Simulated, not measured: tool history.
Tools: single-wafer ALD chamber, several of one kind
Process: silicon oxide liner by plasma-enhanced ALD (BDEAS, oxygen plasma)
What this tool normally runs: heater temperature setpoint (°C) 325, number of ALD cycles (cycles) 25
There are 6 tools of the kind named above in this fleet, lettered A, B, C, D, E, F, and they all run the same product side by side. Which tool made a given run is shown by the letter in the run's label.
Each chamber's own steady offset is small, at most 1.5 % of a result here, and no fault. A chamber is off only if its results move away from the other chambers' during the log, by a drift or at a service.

| run | day | heater temperature setpoint (°C) | number of ALD cycles (cycles) | read-back reference wafer on the same gauge, thickness_nm | mean film thickness on the monitor wafer (Å) |
|---|---|---|---|---|---|
| 1E | 0.308 | 325 | 25 | 2.3697 | 22.498 |
| 2F | 0.642 | 325 | 25 | 2.3707 | 22.245 |
| 3A | 1.088 | 325 | 25 | 2.369 | 22.597 |
| 4C | 1.525 | 325 | 25 | 2.3701 | 22.452 |
| 5D | 1.775 | 325 | 25 | 2.3721 | 22.303 |
| 6B | 2.225 | 325 | 25 | 2.3697 | 22.182 |
| 7D | 2.683 | 325 | 25 | 2.369 | 22.505 |
| 8E | 2.908 | 325 | 25 | 2.3694 | 22.5 |
| 9C | 3.125 | 325 | 25 | 2.3701 | 22.593 |
|  | 3.317 | chamber E: thermocouple changed; heater temperature recalibrated |
| 10F | 3.354 | 325 | 25 | 2.368 | 22.281 |
| 11B | 3.842 | 325 | 25 | 2.3697 | 22.228 |
| 12A | 4.204 | 334 | 23 | 2.3695 | 20.567 |
| 13E | 4.558 | 334 | 23 | 2.3717 | 20.482 |
| 14F | 5.033 | 334 | 23 | 2.37 | 20.136 |
| 15A | 5.408 | 334 | 23 | 2.3698 | 20.414 |
| 16C | 5.738 | 334 | 23 | 2.3685 | 20.493 |
| 17D | 6.042 | 334 | 23 | 2.3699 | 20.217 |
| 18B | 6.438 | 325 | 25 | 2.3704 | 22.17 |
| 19C | 6.662 | 325 | 25 | 2.3707 | 22.629 |
| 20B | 6.904 | 325 | 25 | 2.3694 | 22.143 |
| 21F | 7.146 | 335 | 25 | 2.3706 | 21.881 |
| 22A | 7.396 | 335 | 25 | 2.3694 | 22.249 |
| 23D | 7.788 | 335 | 25 | 2.3707 | 21.986 |
| 24E | 8.042 | 335 | 25 | 2.3719 | 22.271 |
| 25B | 8.279 | 335 | 25 | 2.3689 | 21.903 |
| 26F | 8.633 | 335 | 25 | 2.3707 | 21.886 |
| 27A | 8.867 | 325 | 25 | 2.3687 | 22.581 |
| 28E | 9.254 | 325 | 23 | 2.3701 | 20.773 |
| 29D | 9.512 | 325 | 23 | 2.3713 | 20.549 |
| 30C | 9.858 | 325 | 23 | 2.3697 | 20.736 |
| 31B | 10.075 | 325 | 23 | 2.3705 | 20.436 |
|  | 10.442 | chamber A: thermocouple changed; heater temperature recalibrated |
| 32F | 10.492 | 325 | 23 | 2.3697 | 20.399 |
| 33E | 10.875 | 325 | 23 | 2.3703 | 20.707 |
| 34D | 11.238 | 333 | 21 | 2.369 | 18.625 |
| 35C | 11.654 | 333 | 21 | 2.3698 | 18.76 |
| 36A | 11.883 | 333 | 21 | 2.3701 | 18.895 |

Next, all 6 chambers run the settings below, one line each with question marks for the results. What does each chamber give?
| 37A | 12.233 | 325 | 25 |  | ? |
| 37B | 12.233 | 325 | 25 |  | ? |
| 37C | 12.233 | 325 | 25 |  | ? |
| 37D | 12.233 | 325 | 25 |  | ? |
| 37E | 12.233 | 325 | 25 |  | ? |
| 37F | 12.233 | 325 | 25 |  | ? |

| run | mean film thickness on the monitor wafer (Å) |
|---|---|
| 37A | 22.437 |
| 37B | 22.147 |
| 37C | 22.624 |
| 37D | 22.436 |
| 37E | 22.666 |
| 37F | 22.268 |

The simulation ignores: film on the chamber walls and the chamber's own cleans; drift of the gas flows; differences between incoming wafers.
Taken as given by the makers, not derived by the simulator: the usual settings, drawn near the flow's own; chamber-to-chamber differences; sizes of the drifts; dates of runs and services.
